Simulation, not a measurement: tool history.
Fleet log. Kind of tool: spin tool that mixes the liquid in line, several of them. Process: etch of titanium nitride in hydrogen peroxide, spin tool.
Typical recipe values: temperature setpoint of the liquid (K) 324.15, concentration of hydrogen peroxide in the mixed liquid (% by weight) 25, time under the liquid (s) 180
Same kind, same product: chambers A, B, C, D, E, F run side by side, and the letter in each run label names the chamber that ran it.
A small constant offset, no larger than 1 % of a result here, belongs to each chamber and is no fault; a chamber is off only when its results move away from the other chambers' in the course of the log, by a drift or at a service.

run   hour  temperature setpoint of the liquid (K)  concentration of hydrogen peroxide in the mixed liquid (% by weight)  time under the liquid (s)  read-back film thickness of the titanium nitride reference wafer, read on the same gauge (nm)  thickness taken off the titanium nitride on a monitor wafer (nm)
 1C      5                                  324.15                                                                    25                        180                                                                                         40.004                                                             5.055
 2D      9                                  324.15                                                                    25                        180                                                                                         39.977                                                            5.1419
 3E   15.4                                  324.15                                                                    25                        180                                                                                         39.989                                                            5.0462
 4F   19.1                                  324.15                                                                    25                        180                                                                                         40.016                                                             5.087
        20  -- chamber D: heated supply line repaired
 5A   23.2                                  324.15                                                                    25                        180                                                                                         40.007                                                            5.0423
 6B   30.4                                  324.15                                                                    25                        180                                                                                         39.983                                                             5.068
 7A   35.2                                  324.15                                                                    25                        180                                                                                         39.973                                                            5.0721
      35.8  -- chamber E: new drum of peroxide connected
      37.9  -- chamber C: heated supply line repaired
 8C     40                                  324.15                                                                    25                        180                                                                                         40.016                                                            5.0642
 9D   45.2                                  324.15                                                                    25                        180                                                                                         40.028                                                            5.0562
10B   49.8                                  319.65                                                                    20                        180                                                                                         39.986                                                            3.4098
      54.5  -- chamber A: new drum of peroxide connected
11E     56                                  319.65                                                                    20                        180                                                                                             40                                                            3.4482
12F   62.4                                  319.65                                                                    20                        180                                                                                         39.981                                                            3.4638
13D     68                                  319.65                                                                    20                        180                                                                                             40                                                            3.4826
14E   72.6                                  319.65                                                                    20                        180                                                                                         39.968                                                            3.4622
15F   77.8                                  319.65                                                                    20                        180                                                                                         40.021                                                            3.4943
16C   81.5                                  324.15                                                                    25                        180                                                                                         39.989                                                            5.0637
17A   85.1                                  324.15                                                                    25                        180                                                                                         39.984                                                            5.1092
18B     89                                  324.15                                                                    25                        180                                                                                         40.021                                                            5.0825
19C   95.1                                  324.15                                                                    25                        180                                                                                         39.993                                                            5.0536
20E  101.4                                  324.15                                                                    25                        180                                                                                         39.983                                                            5.0576
21B  106.9                                  324.15                                                                    25                        180                                                                                         40.014                                                             5.037
22A  111.6                                  324.15                                                                    25                        180                                                                                         39.986                                                            4.9808
23D  116.2                                  316.15                                                                    30                        180                                                                                         40.012                                                            2.9049
24F  120.4                                  316.15                                                                    30                        180                                                                                         39.995                                                            2.8948
25C  126.6                                  316.15                                                                    30                        180                                                                                         39.986                                                            2.8726
26B  131.4                                  316.15                                                                    30                        180                                                                                         40.005                                                            2.8734
27E  138.2                                  316.15                                                                    30                        180                                                                                         40.012                                                            2.9442
28D  145.4                                  316.15                                                                    30                        180                                                                                         40.012                                                            2.9273
29A  152.3                                  324.15                                                                    25                        180                                                                                         40.008                                                            5.0611
30F  156.7                                  324.15                                                                    25                        180                                                                                         39.985                                                             5.044
31A  160.2                                  324.15                                                                    25                        180                                                                                         39.982                                                            4.9908
32D  166.1                                  333.15                                                                    25                        180                                                                                         40.002                                                            9.7355
33F    171                                  333.15                                                                    25                        180                                                                                         39.992                                                            9.4266
34B  178.3                                  333.15                                                                    25                        180                                                                                         40.018                                                             9.432
35C    185                                  333.15                                                                    25                        180                                                                                         40.016                                                            9.5713
36E  191.5                                  333.15                                                                    25                        180                                                                                             40                                                            9.5472

Is one chamber off against the others, does the gauge drift, or is nothing wrong? If a chamber is off, say which, and what the likeliest cause is.

All chambers stay in line apart from their small fixed offsets, and the gauge does not drift.

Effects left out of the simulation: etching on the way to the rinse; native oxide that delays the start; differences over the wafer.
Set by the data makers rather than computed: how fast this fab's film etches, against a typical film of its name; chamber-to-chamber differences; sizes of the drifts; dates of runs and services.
